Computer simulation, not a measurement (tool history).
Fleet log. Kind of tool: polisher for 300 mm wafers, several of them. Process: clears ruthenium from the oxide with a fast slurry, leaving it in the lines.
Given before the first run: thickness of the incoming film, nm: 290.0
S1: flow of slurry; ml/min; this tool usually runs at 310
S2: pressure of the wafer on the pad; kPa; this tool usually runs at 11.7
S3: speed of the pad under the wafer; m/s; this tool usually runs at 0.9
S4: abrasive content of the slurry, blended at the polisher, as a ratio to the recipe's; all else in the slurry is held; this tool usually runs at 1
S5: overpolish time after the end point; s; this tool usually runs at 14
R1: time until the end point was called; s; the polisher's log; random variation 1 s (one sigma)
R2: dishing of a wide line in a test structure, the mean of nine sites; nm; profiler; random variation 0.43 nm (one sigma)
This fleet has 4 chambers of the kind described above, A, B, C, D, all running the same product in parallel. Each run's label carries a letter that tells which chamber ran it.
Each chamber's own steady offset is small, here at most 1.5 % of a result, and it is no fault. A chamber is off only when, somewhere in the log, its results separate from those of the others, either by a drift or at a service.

run 1B hour=2.8 | S1=310 S2=11.7 S3=0.9 S4=1 S5=14 | R1=107.32 R2=26.958
run 2C hour=7.7 | S1=310 S2=11.7 S3=0.9 S4=1 S5=14 | R1=109.18 R2=26.121
run 3A hour=12 | S1=310 S2=11.7 S3=0.9 S4=1 S5=14 | R1=107.17 R2=26.437
run 4D hour=15 | S1=310 S2=11.7 S3=0.9 S4=1 S5=14 | R1=106.8 R2=26.088
run 5A hour=19.3 | S1=310 S2=11.7 S3=0.9 S4=1 S5=14 | R1=104.04 R2=26.311
run 6C hour=22 | S1=310 S2=11.7 S3=0.9 S4=1 S5=14 | R1=106.99 R2=26.474
run 7B hour=25.8 | S1=310 S2=11.7 S3=0.9 S4=1 S5=14 | R1=108.31 R2=26.855
run 8D hour=29.5 | S1=310 S2=11.7 S3=0.9 S4=1 S5=14 | R1=107.36 R2=27.148
-- hour=31.4 chamber D: head pressure recalibrated
-- hour=34.2 chamber A: slurry blender recalibrated
run 9B hour=34.6 | S1=310 S2=11.7 S3=0.9 S4=1.3 S5=14 | R1=95.159 R2=28.894
-- hour=39.1 chamber B: worn pad replaced by a new one
run 10C hour=39.2 | S1=310 S2=11.7 S3=0.9 S4=1.3 S5=14 | R1=98.421 R2=29.252
run 11A hour=43.6 | S1=310 S2=11.7 S3=0.9 S4=1.3 S5=14 | R1=94.112 R2=28.518
run 12D hour=49.1 | S1=310 S2=11.7 S3=0.9 S4=1.3 S5=14 | R1=97.754 R2=28.302
run 13B hour=52.4 | S1=310 S2=11.7 S3=0.9 S4=1 S5=14 | R1=105.78 R2=26.196
run 14C hour=55.3 | S1=310 S2=11.7 S3=0.9 S4=1 S5=14 | R1=107.22 R2=26.204
-- hour=60.2 chamber C: worn pad replaced by a new one
run 15D hour=60.7 | S1=310 S2=11.7 S3=0.9 S4=1 S5=14 | R1=107.94 R2=26.062
run 16A hour=66.1 | S1=310 S2=13.1 S3=0.9 S4=0.85 S5=14 | R1=103.85 R2=27.671
-- hour=69.8 chamber C: slurry blender recalibrated
run 17A hour=71.4 | S1=310 S2=13.1 S3=0.9 S4=0.85 S5=14 | R1=102.25 R2=27.074
run 18D hour=76.5 | S1=310 S2=13.1 S3=0.9 S4=0.85 S5=14 | R1=104.54 R2=27.794
run 19B hour=82.5 | S1=310 S2=13.1 S3=0.9 S4=0.85 S5=14 | R1=103.96 R2=27.578
run 20C hour=86 | S1=310 S2=11.7 S3=0.9 S4=0.8 S5=18 | R1=120.87 R2=29.81
run 21C hour=91 | S1=310 S2=11.7 S3=0.9 S4=0.8 S5=18 | R1=121.22 R2=29.683
run 22D hour=94.5 | S1=310 S2=11.7 S3=0.9 S4=0.8 S5=18 | R1=122.2 R2=29.19
run 23B hour=99.8 | S1=310 S2=11.7 S3=0.9 S4=0.8 S5=18 | R1=117.45 R2=29.135
run 24A hour=104.8 | S1=310 S2=11.7 S3=0.9 S4=1 S5=14 | R1=104.42 R2=26.837
run 25A hour=109.6 | S1=310 S2=11.7 S3=0.9 S4=1 S5=14 | R1=106.11 R2=26.652
run 26C hour=113.3 | S1=310 S2=11.7 S3=0.9 S4=1 S5=14 | R1=106.82 R2=25.66
run 27B hour=118 | S1=310 S2=11.7 S3=0.9 S4=1 S5=14 | R1=110.01 R2=26.629
run 28D hour=121 | S1=310 S2=11.7 S3=0.9 S4=1 S5=14 | R1=112.17 R2=25.343
run 29A hour=124 | S1=310 S2=11.7 S3=0.9 S4=1 S5=14 | R1=106.06 R2=26.786
run 30B hour=128.2 | S1=310 S2=11.7 S3=0.9 S4=1 S5=14 | R1=105.39 R2=26.005
run 31D hour=131.2 | S1=310 S2=11.7 S3=0.9 S4=1 S5=14 | R1=111.65 R2=25.902
run 32C hour=135.1 | S1=310 S2=11.7 S3=0.9 S4=1 S5=14 | R1=107.16 R2=26.639
run 33B hour=140.9 | S1=225 S2=11.7 S3=0.74 S4=1 S5=14 | R1=137.21 R2=21.778
run 34C hour=145.6 | S1=225 S2=11.7 S3=0.74 S4=1 S5=14 | R1=135.2 R2=22.508
-- hour=150.2 chamber D: worn pad replaced by a new one
run 35D hour=151.6 | S1=225 S2=11.7 S3=0.74 S4=1 S5=14 | R1=144.58 R2=20.623
run 36A hour=155.6 | S1=225 S2=11.7 S3=0.74 S4=1 S5=14 | R1=133.33 R2=22.365
-- hour=156.4 chamber A: worn pad replaced by a new one
run 37C hour=159.3 | S1=310 S2=11.7 S3=0.9 S4=1 S5=14 | R1=109.11 R2=26.723
run 38D hour=165.3 | S1=310 S2=11.7 S3=0.9 S4=1 S5=14 | R1=116.9 R2=24.492
run 39B hour=169.3 | S1=310 S2=11.7 S3=0.9 S4=1 S5=14 | R1=107.3 R2=25.714
run 40A hour=173.5 | S1=310 S2=11.7 S3=1.06 S4=1 S5=11 | R1=88.767 R2=24.614

Each of the 4 chambers runs these same settings next. Fill in every chamber's results:
run 41A hour=178 | S1=310 S2=11.7 S3=0.9 S4=1 S5=14 | R1=? R2=?
run 41B hour=178 | S1=310 S2=11.7 S3=0.9 S4=1 S5=14 | R1=? R2=?
run 41C hour=178 | S1=310 S2=11.7 S3=0.9 S4=1 S5=14 | R1=? R2=?
run 41D hour=178 | S1=310 S2=11.7 S3=0.9 S4=1 S5=14 | R1=? R2=?

run=41A R1=106.78 R2=26.907
run=41B R1=108.28 R2=26.026
run=41C R1=108.24 R2=25.972
run=41D R1=118.61 R2=24.646
